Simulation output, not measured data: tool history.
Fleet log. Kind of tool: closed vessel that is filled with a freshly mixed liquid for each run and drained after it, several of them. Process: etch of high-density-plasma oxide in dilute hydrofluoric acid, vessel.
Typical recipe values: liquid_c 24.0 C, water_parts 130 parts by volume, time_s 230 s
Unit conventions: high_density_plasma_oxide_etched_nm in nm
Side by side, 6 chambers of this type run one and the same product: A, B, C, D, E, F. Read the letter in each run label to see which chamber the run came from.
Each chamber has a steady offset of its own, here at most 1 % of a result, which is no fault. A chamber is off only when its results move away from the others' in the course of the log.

run,hour,liquid_c,water_parts,time_s,hours since the thermometer was replaced,hours since the hydrofluoric acid flow meter was replaced,"read-back film thickness of the high-density-plasma oxide reference wafer, read on the same gauge (nm)",high_density_plasma_oxide_etched_nm
1B,5.4,24.0,130,230,103.0,375.7,90.032,8.7186
# hour 5.7: chamber A: hydrofluoric acid flow meter replaced
2D,12.2,24.0,130,230,282.8,73.9,90.015,8.7611
3A,16.8,24.0,130,230,660.8,11.2,89.985,8.7306
4E,24.3,24.0,130,230,2071.4,481.0,90.039,8.6905
5C,29.5,20.0,170,230,2379.8,2012.6,89.979,5.4216
6F,36.8,20.0,170,230,511.6,202.7,90.001,5.4635
7E,44.8,20.0,170,230,2091.9,501.5,89.964,5.4767
8D,48.5,20.0,170,230,319.1,110.2,89.961,5.4936
9A,55.7,20.0,170,230,699.7,50.1,89.974,5.3771
10B,63.7,20.0,170,230,161.3,434.0,90.016,5.5060
11C,67.5,24.0,130,230,2417.8,2050.6,90.011,8.5945
# hour 74.4: chamber E: thermometer replaced
12F,75.0,20.5,155,230,549.8,240.9,89.973,6.1769
13E,79.6,20.5,155,230,5.3,536.3,90.034,6.2377
# hour 86.3: chamber E: hydrofluoric acid flow meter replaced
14B,87.4,20.5,155,230,185.0,457.7,90.039,6.2384
15D,92.9,20.5,155,230,363.5,154.6,89.972,6.2330
16F,99.3,20.5,155,230,574.1,265.2,90.014,6.1699
17A,103.9,20.5,155,230,747.9,98.3,90.013,6.0993
18C,109.0,24.0,130,230,2459.3,2092.1,89.955,8.6121
# hour 115.3: chamber C: thermometer replaced
19B,116.2,24.0,130,230,213.8,486.5,89.979,8.7089
20C,122.2,19.0,70,230,6.9,2105.3,89.987,13.8120
# hour 128.8: chamber C: hydrofluoric acid flow meter replaced
21D,130.2,19.0,70,230,400.8,191.9,89.973,14.2420
22E,134.8,19.0,70,230,60.5,48.6,90.009,14.0240
23F,138.6,19.0,70,230,613.4,304.5,89.967,14.3020
24A,143.0,19.0,70,230,787.0,137.4,89.997,13.9360
25B,147.7,19.0,70,230,245.3,518.0,89.971,13.9610
26D,152.6,24.0,130,95,423.2,214.3,89.988,3.6246
27C,158.0,24.0,130,95,42.7,29.2,90.009,3.5412
28A,163.7,24.0,130,95,807.7,158.1,90.002,3.5036
29E,168.5,24.0,130,95,94.2,82.3,89.977,3.5949
30F,172.4,24.0,130,95,647.2,338.3,90.020,3.6023
31C,178.6,24.0,130,95,63.3,49.8,89.986,3.5883
32B,186.8,24.0,130,230,284.4,557.1,90.016,8.6726
33E,192.3,24.0,130,230,118.0,106.1,89.978,8.7600
34D,196.8,24.0,130,230,467.4,258.5,89.947,8.7689
35F,200.9,24.0,130,230,675.7,366.8,89.963,8.7853
36A,208.9,24.0,130,230,852.9,203.3,89.967,8.3958
37A,216.7,24.0,130,230,860.7,211.1,89.986,8.3803
38E,220.5,24.0,130,230,146.2,134.3,90.027,8.7082
39F,227.0,24.0,70,230,701.8,392.9,89.982,17.7320
40B,232.7,24.0,70,230,330.3,603.0,89.985,17.1520

What goes on in this fleet: one chamber off, a drifting gauge, or nothing beyond the chambers' own small offsets? Name the chamber and the cause, if any.

Little by little, chamber A moves away from the other chambers.
Most likely cause: liquid colder than its thermometer reads (K) = 1.23.
The log may not separate it from: hydrofluoric acid flow below the setpoint (%).

Below are 4 candidate recipes for chamber A's next run, each the usual settings with a change, their results shown as question marks. Which of them brings A's results back in line with what the other chambers give on the usual settings?
In line means no further than this from the other chambers' mean on the usual settings: high_density_plasma_oxide_etched_nm 0.1300 nm
41A-1,238.7,24.5,130,230,,,,?
41A-2,238.7,23.5,130,230,,,,?
41A-3,238.7,24.0,130,220,,,,?
41A-4,238.7,24.0,125,230,,,,?

Other chambers, usual settings, mean: high_density_plasma_oxide_etched_nm 8.7053 nm
run,high_density_plasma_oxide_etched_nm
41A-1,8.4953
41A-2,8.1653
41A-3,7.9654
41A-4,8.7167
41A-4 brings the chamber back in line.
